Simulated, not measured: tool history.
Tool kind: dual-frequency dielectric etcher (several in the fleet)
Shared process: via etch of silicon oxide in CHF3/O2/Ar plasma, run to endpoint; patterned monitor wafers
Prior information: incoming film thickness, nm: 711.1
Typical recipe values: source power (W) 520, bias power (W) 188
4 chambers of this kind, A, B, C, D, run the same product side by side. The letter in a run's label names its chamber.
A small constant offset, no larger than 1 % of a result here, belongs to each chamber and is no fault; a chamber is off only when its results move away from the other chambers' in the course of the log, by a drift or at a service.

run,hour,source power (W),bias power (W),endpoint time (s)
1A,8.6,520,188,372.34
2D,20.6,520,188,376.3
3B,33.1,520,188,370.56
4C,44.8,520,188,372.23
5A,53.4,520,188,373.35
6D,68.9,440,173,411.95
# hour 78.5: chamber D: wet clean of the chamber
7C,81.8,440,173,412.91
8B,93,440,173,401.72
9A,105.5,440,173,410.84
10B,118.3,520,188,374.93
11D,128.7,520,188,374.51
12C,139,520,188,374.6
13B,151.2,520,188,375.34
14A,163.8,520,225,348.3
15C,173.2,520,225,353.87
16D,188.9,520,225,355.31
17D,203.5,520,225,357.78
18B,215.4,460,188,389.34
19C,222.3,460,188,396.39
# hour 230.9: chamber C: wet clean of the chamber
20A,232.9,460,188,386.09
21B,243.7,460,188,389.69
22D,258.3,520,188,377.78
23A,272.1,480,188,380.82
24C,284.2,480,188,386.87
25A,297.1,480,188,383.59
26C,310.1,480,188,387.72
# hour 313.4: chamber A: wet clean of the chamber
# hour 318.6: chamber B: wet clean of the chamber
27B,323.5,520,188,373.97
28D,332.5,520,188,377.68
29D,345.3,440,149,430.48
30C,354.5,440,149,435.57
31A,370.4,440,149,430.05
# hour 383.1: chamber D: source power generator calibrated
32B,386.2,440,149,435.74
33A,397.3,430,173,409.89
34D,405.9,430,173,418.86
35B,419.1,430,173,411.44

Next, all 4 chambers run the settings below, one line each with question marks for the results. What does each chamber give?
36A,430.7,520,188,?
36B,430.7,520,188,?
36C,430.7,520,188,?
36D,430.7,520,188,?

run,endpoint time (s)
36A,372.61
36B,374.47
36C,374.56
36D,378.93

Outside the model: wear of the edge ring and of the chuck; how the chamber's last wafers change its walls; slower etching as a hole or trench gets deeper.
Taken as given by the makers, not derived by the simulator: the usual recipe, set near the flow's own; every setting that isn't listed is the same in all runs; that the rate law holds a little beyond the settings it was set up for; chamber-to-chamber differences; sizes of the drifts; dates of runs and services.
